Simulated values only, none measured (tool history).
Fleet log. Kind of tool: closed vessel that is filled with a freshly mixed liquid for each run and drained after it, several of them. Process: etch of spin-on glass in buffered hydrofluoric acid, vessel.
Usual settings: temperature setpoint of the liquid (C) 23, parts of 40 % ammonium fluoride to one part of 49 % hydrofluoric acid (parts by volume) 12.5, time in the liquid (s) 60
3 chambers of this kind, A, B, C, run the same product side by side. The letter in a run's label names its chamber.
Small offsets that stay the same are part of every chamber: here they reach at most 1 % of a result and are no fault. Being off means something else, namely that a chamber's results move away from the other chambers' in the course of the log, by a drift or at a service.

run    day  temperature setpoint of the liquid (C)  parts of 40 % ammonium fluoride to one part of 49 % hydrofluoric acid (parts by volume)  time in the liquid (s)  read-back film thickness of the spin-on glass reference wafer, read on the same gauge (nm)  thickness taken off the spin-on glass on a monitor wafer (nm)
 1C  0.204                                      23                                                                                     12.5                      60                                                                                      89.964                                                         227.76
 2A  0.433                                      23                                                                                     12.5                      60                                                                                      90.038                                                         221.97
 3B  0.558                                      23                                                                                     12.5                      60                                                                                      90.037                                                         231.19
 4C  0.771                                      23                                                                                     12.5                      60                                                                                      89.985                                                         228.53
 5A  0.933                                      23                                                                                     12.5                      60                                                                                      89.984                                                         224.21
 6B  1.104                                      23                                                                                     12.5                      60                                                                                      89.980                                                         232.31
 7B  1.362                                      23                                                                                     12.5                      60                                                                                      90.034                                                         235.19
 8C  1.512                                      23                                                                                     12.5                      60                                                                                      89.974                                                         227.15
 9A  1.738                                      23                                                                                     12.5                      60                                                                                      90.030                                                         228.26
10C  1.892                                      23                                                                                     12.5                      60                                                                                      90.015                                                         228.44
11B  2.042                                      23                                                                                     12.5                      60                                                                                      89.974                                                         230.09
12A  2.179                                      23                                                                                     12.5                      60                                                                                      90.063                                                         225.77
13A  2.462                                      23                                                                                     12.5                      60                                                                                      89.967                                                         224.40
     2.683  -- chamber B: hydrofluoric acid flow meter replaced
14C  2.704                                      23                                                                                     12.5                      60                                                                                      90.006                                                         226.83
15B  2.921                                      23                                                                                     12.5                      60                                                                                      90.017                                                         227.83
16C  3.175                                      23                                                                                     12.5                      60                                                                                      89.974                                                         223.43
17A  3.367                                      23                                                                                     12.5                      60                                                                                      89.997                                                         225.94
18B  3.588                                      23                                                                                     12.5                      60                                                                                      89.992                                                         230.43
19A  3.821                                      23                                                                                     12.5                      60                                                                                      89.992                                                         226.28
20B  3.962                                      23                                                                                     12.5                      60                                                                                      89.982                                                         233.35
21C  4.108                                      23                                                                                     12.5                      60                                                                                      90.024                                                         224.69
22B  4.242                                      23                                                                                     12.5                      60                                                                                      90.014                                                         228.38
23A  4.388                                      23                                                                                     15.5                      60                                                                                      89.987                                                         182.14
24C  4.546                                      23                                                                                     15.5                      60                                                                                      90.014                                                         183.75
25B  4.712                                      23                                                                                     15.5                      60                                                                                      90.028                                                         185.27
26C  4.971                                      23                                                                                     12.5                      60                                                                                      90.072                                                         228.89
27A  5.138                                      23                                                                                     12.5                      60                                                                                      90.017                                                         227.46
28C  5.392                                      23                                                                                     12.5                      60                                                                                      90.026                                                         227.17
29B  5.554                                      23                                                                                     12.5                      60                                                                                      89.994                                                         228.85
30A  5.717                                      23                                                                                     12.5                      60                                                                                      89.968                                                         221.36
31A  5.858                                      23                                                                                     12.5                      60                                                                                      90.014                                                         225.20
32B  6.025                                      23                                                                                     12.5                      60                                                                                      90.013                                                         231.87
33C  6.188                                      23                                                                                     12.5                      60                                                                                      90.035                                                         227.09
34C  6.392                                      23                                                                                     12.5                      60                                                                                      89.971                                                         228.77
35A  6.629                                      23                                                                                     12.5                      60                                                                                      90.008                                                         224.73
36B  6.838                                      23                                                                                     12.5                      60                                                                                      89.994                                                         225.67
37A  6.992                                      23                                                                                     12.5                      60                                                                                      90.030                                                         229.28

All 3 chambers run these settings next. Forecast each chamber's results:
38A  7.204                                      23                                                                                     12.5                      60                                                                                                                                                          ?
38B  7.204                                      23                                                                                     12.5                      60                                                                                                                                                          ?
38C  7.204                                      23                                                                                     12.5                      60                                                                                                                                                          ?

run  thickness taken off the spin-on glass on a monitor wafer (nm)
38A                                                         224.61
38B                                                         232.00
38C                                                         224.66
